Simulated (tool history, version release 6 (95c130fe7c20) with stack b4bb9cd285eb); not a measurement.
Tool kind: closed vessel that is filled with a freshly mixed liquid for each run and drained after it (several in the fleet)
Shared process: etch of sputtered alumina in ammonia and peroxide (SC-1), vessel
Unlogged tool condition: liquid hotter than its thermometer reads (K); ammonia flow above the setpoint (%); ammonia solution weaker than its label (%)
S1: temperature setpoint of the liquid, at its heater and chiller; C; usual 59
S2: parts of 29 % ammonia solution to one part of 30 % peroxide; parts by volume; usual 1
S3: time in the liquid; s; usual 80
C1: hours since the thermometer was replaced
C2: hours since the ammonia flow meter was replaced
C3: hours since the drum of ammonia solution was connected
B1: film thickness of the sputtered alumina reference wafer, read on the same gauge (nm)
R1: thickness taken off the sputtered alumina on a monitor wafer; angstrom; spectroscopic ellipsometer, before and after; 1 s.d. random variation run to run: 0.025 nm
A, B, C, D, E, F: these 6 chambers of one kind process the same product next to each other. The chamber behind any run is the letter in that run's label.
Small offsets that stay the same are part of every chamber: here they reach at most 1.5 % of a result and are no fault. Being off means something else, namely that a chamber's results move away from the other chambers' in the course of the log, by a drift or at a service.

At hour 1.1: chamber A: new drum of ammonia solution connected.
Run 1D, hour 11.2: usual settings; C1 212; C2 1152.9; C3 363.7; B1 140.01. Result: R1 62.487 angstrom.
Run 2C, hour 22.9: usual settings; C1 819.5; C2 389.8; C3 945.6; B1 139.98. Result: R1 62.315 angstrom.
At hour 23.8: chamber E: ammonia flow meter replaced.
Run 3A, hour 30.6: usual settings; C1 481; C2 71.8; C3 29.6; B1 140. Result: R1 63.013 angstrom.
Run 4B, hour 42.9: usual settings; C1 413.6; C2 1125; C3 777.8; B1 140. Result: R1 62.494 angstrom.
Run 5F, hour 53.3: usual settings but S2 0.85 parts by volume; C1 303.3; C2 398.1; C3 227.9; B1 140.01. Result: R1 61.359 angstrom.
Run 6E, hour 64.1: usual settings but S2 0.85 parts by volume; C1 697.8; C2 40.4; C3 382.8; B1 139.95. Result: R1 62.125 angstrom.
At hour 69.3: chamber E: new drum of ammonia solution connected.
At hour 72.6: chamber C: new drum of ammonia solution connected.
Run 7B, hour 73.4: usual settings but S2 0.85 parts by volume; C1 444.1; C2 1155.5; C3 808.3; B1 140. Result: R1 61.87 angstrom.
Run 8F, hour 84.8: usual settings but S2 0.85 parts by volume; C1 334.8; C2 429.6; C3 259.4; B1 140.02. Result: R1 61.134 angstrom.
At hour 85.2: chamber D: new drum of ammonia solution connected.
Run 9D, hour 90.6: usual settings but S2 0.85 parts by volume; C1 291.4; C2 1232.3; C3 5.4; B1 139.96. Result: R1 62.07 angstrom.
Run 10E, hour 96.1: usual settings but S2 0.85 parts by volume; C1 729.8; C2 72.4; C3 26.9; B1 140.02. Result: R1 62.049 angstrom.
Run 11C, hour 102.4: usual settings; C1 899; C2 469.3; C3 29.9; B1 139.99. Result: R1 62.545 angstrom.
Run 12A, hour 109.5: usual settings; C1 559.9; C2 150.7; C3 108.5; B1 139.98. Result: R1 62.865 angstrom.
Run 13A, hour 120.3: usual settings; C1 570.7; C2 161.5; C3 119.3; B1 140.03. Result: R1 62.79 angstrom.
Run 14B, hour 129.7: usual settings; C1 500.4; C2 1211.8; C3 864.6; B1 139.99. Result: R1 62.415 angstrom.
At hour 132.3: chamber E: thermometer replaced.
Run 15D, hour 140.2: usual settings; C1 341; C2 1281.9; C3 55; B1 140.01. Result: R1 63.467 angstrom.
Run 16C, hour 150.9: usual settings; C1 947.5; C2 517.8; C3 78.4; B1 139.99. Result: R1 62.659 angstrom.
Run 17E, hour 159.9: usual settings but S2 1.15 parts by volume; C1 27.7; C2 136.2; C3 90.7; B1 139.93. Result: R1 63.856 angstrom.
Run 18F, hour 172.1: usual settings but S2 1.15 parts by volume; C1 422.1; C2 516.9; C3 346.7; B1 140.03. Result: R1 63.782 angstrom.
Run 19D, hour 183.4: usual settings but S2 1.15 parts by volume; C1 384.2; C2 1325.1; C3 98.2; B1 140.01. Result: R1 64.538 angstrom.
Run 20B, hour 195.9: usual settings but S2 1.15 parts by volume; C1 566.6; C2 1278; C3 930.8; B1 140.04. Result: R1 63.384 angstrom.
Run 21E, hour 204.3: usual settings but S2 1.15 parts by volume; C1 72.1; C2 180.6; C3 135.1; B1 140.01. Result: R1 64.26 angstrom.
At hour 208.5: chamber F: ammonia flow meter replaced.
Run 22F, hour 212.6: usual settings but S2 1.15 parts by volume; C1 462.6; C2 4.1; C3 387.2; B1 140.02. Result: R1 62.957 angstrom.
Run 23C, hour 223.7: usual settings but S1 51.5 C, S2 1.2 parts by volume; C1 1020.3; C2 590.6; C3 151.2; B1 140.02. Result: R1 42.611 angstrom.
At hour 224.5: chamber F: thermometer replaced.
Run 24A, hour 236.1: usual settings but S1 51.5 C, S2 1.2 parts by volume; C1 686.5; C2 277.3; C3 235.1; B1 140.06. Result: R1 43.062 angstrom.
Run 25A, hour 246.9: usual settings but S1 51.5 C, S2 1.2 parts by volume; C1 697.3; C2 288.1; C3 245.9; B1 140.03. Result: R1 42.979 angstrom.
Run 26E, hour 252.7: usual settings but S1 51.5 C, S2 1.2 parts by volume; C1 120.5; C2 229; C3 183.5; B1 140.02. Result: R1 43.234 angstrom.
At hour 260.3: chamber B: new drum of ammonia solution connected.
Run 27F, hour 263: usual settings but S1 51.5 C, S2 1.2 parts by volume; C1 38.5; C2 54.5; C3 437.6; B1 139.97. Result: R1 42.639 angstrom.
Run 28B, hour 273: usual settings but S1 51.5 C, S2 1.2 parts by volume; C1 643.7; C2 1355.1; C3 12.8; B1 140.01. Result: R1 42.587 angstrom.
Run 29C, hour 283.7: usual settings; C1 1080.3; C2 650.6; C3 211.2; B1 140.03. Result: R1 61.85 angstrom.
Run 30D, hour 293.9: usual settings; C1 494.7; C2 1435.6; C3 208.7; B1 139.98. Result: R1 65.261 angstrom.
Run 31F, hour 300.2: usual settings; C1 75.7; C2 91.7; C3 474.8; B1 139.99. Result: R1 62.24 angstrom.
Run 32E, hour 310.6: usual settings; C1 178.4; C2 286.9; C3 241.4; B1 139.97. Result: R1 63.331 angstrom.
Run 33D, hour 318.7: usual settings; C1 519.5; C2 1460.4; C3 233.5; B1 139.95. Result: R1 65.287 angstrom.
At hour 321.5: chamber A: new drum of ammonia solution connected.
Run 34B, hour 328.5: usual settings; C1 699.2; C2 1410.6; C3 68.3; B1 139.96. Result: R1 62.616 angstrom.
Run 35C, hour 333.9: usual settings; C1 1130.5; C2 700.8; C3 261.4; B1 140.01. Result: R1 62.863 angstrom.
At hour 338.7: chamber A: thermometer replaced.
Run 36A, hour 341.9: usual settings; C1 3.2; C2 383.1; C3 20.5; B1 140.03. Result: R1 63.132 angstrom.
Run 37D, hour 349.1: usual settings; C1 549.9; C2 1490.8; C3 263.9; B1 140.05. Result: R1 65.766 angstrom.
At hour 349.2: chamber C: ammonia flow meter replaced.
Run 38C, hour 360.5: usual settings; C1 1157.1; C2 11.4; C3 288; B1 139.98. Result: R1 62.9 angstrom.
Run 39B, hour 366.6: usual settings; C1 737.3; C2 1448.7; C3 106.4; B1 140.01. Result: R1 62.893 angstrom.

Next, every chamber runs the same settings. What will each give?
Run 40A, hour 375.6: usual settings. Result: R1 ?.
Run 40B, hour 375.6: usual settings. Result: R1 ?.
Run 40C, hour 375.6: usual settings. Result: R1 ?.
Run 40D, hour 375.6: usual settings. Result: R1 ?.
Run 40E, hour 375.6: usual settings. Result: R1 ?.
Run 40F, hour 375.6: usual settings. Result: R1 ?.

run      R1
40A  62.854
40B  62.606
40C  62.463
40D  66.583
40E  62.625
40F   62.28

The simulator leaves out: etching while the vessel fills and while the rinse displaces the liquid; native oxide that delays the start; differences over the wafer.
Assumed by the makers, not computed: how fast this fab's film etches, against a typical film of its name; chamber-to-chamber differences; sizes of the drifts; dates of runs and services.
